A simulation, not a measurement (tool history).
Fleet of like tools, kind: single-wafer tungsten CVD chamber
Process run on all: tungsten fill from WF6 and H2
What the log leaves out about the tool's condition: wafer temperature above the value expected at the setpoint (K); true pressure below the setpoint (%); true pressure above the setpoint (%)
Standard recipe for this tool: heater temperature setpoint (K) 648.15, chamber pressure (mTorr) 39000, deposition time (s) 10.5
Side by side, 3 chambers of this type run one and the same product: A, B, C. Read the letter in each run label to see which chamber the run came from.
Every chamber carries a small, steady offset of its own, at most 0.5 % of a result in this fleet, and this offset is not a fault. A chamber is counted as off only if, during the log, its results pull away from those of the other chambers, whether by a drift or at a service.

run    day  heater temperature setpoint (K)  chamber pressure (mTorr)  deposition time (s)  hours since the last thermocouple change  hours since the last manometer calibration  read-back reference wafer on the same gauge, thickness_nm  mean film thickness on the monitor wafer (angstrom)
 1B  0.217                           648.15                     39000                 10.5                                     908.8                                       347.4                                                      23.11                                               210.36
 2A  0.462                           648.15                     39000                 10.5                                    1830.7                                       413.5                                                     23.113                                                209.8
 3C  0.725                           648.15                     39000                 10.5                                      1556                                       394.7                                                     23.124                                               211.58
 4C  0.896                           648.15                     39000                 10.5                                    1560.1                                       398.8                                                     23.117                                                211.2
 5A  1.225                           648.15                     39000                 10.5                                      1849                                       431.8                                                     23.131                                               209.57
 6B  1.388                           648.15                     31200                 10.5                                     936.9                                       375.5                                                     23.128                                                189.9
 7B  1.658                           648.15                     31200                 10.5                                     943.4                                         382                                                     23.137                                               189.45
 8A  1.921                           648.15                     31200                 10.5                                    1865.7                                       448.5                                                     23.142                                               189.34
 9C  2.096                           648.15                     39000                 10.5                                    1588.9                                       427.6                                                     23.158                                               211.65
10B  2.262                           648.15                     39000                 10.5                                     957.9                                       396.5                                                     23.147                                               210.83
11A  2.558                           648.15                     39000                 10.5                                      1881                                       463.8                                                     23.169                                               209.87
12C  2.892                           648.15                     39000                  9.7                                      1608                                       446.7                                                      23.17                                               196.18
13A  3.154                           648.15                     39000                  9.7                                    1895.3                                       478.1                                                     23.171                                                194.6
14C  3.367                           648.15                     39000                  9.7                                    1619.4                                       458.1                                                     23.172                                               196.07
15B  3.696                           654.15                     30200                 10.5                                     992.3                                       430.9                                                     23.183                                               212.03
16B  3.846                           654.15                     30200                 10.5                                     995.9                                       434.5                                                     23.198                                               211.73
17A  4.121                           654.15                     30200                 10.5                                    1918.5                                       501.3                                                       23.2                                               211.21
18C  4.379                           640.15                     39000                 10.5                                    1643.7                                       482.4                                                       23.2                                               179.65
19A  4.554                           640.15                     39000                 10.5                                    1928.9                                       511.7                                                     23.214                                               178.41
20B   4.75                           640.15                     39000                 10.5                                    1017.6                                       456.2                                                     23.208                                               178.94
21C  4.912                           648.15                     39000                 10.5                                    1656.5                                       495.2                                                     23.207                                               212.82
22C  5.138                           648.15                     39000                 10.5                                    1661.9                                       500.6                                                     23.213                                               212.68
23A  5.396                           648.15                     39000                 10.5                                    1949.1                                       531.9                                                     23.221                                               210.84
24B  5.571                           648.15                     39000                 10.5                                    1037.3                                       475.9                                                     23.221                                               211.52
25C    5.9                           648.15                     39000                 10.5                                    1680.2                                       518.9                                                     23.236                                               212.13
26A  6.142                           648.15                     39000                 10.5                                      1967                                       549.8                                                     23.241                                               211.06
27B  6.292                           648.15                     39000                 10.5                                    1054.6                                       493.2                                                     23.251                                               211.94

All chambers now run identical settings, listed one chamber a line with results as question marks. What results will each chamber show?
28A  6.533                           648.15                     39000                  8.9                                                                                                                                                                                                     ?
28B  6.533                           648.15                     39000                  8.9                                                                                                                                                                                                     ?
28C  6.533                           648.15                     39000                  8.9                                                                                                                                                                                                     ?

run  mean film thickness on the monitor wafer (angstrom)
28A                                               178.89
28B                                               179.28
28C                                               180.05

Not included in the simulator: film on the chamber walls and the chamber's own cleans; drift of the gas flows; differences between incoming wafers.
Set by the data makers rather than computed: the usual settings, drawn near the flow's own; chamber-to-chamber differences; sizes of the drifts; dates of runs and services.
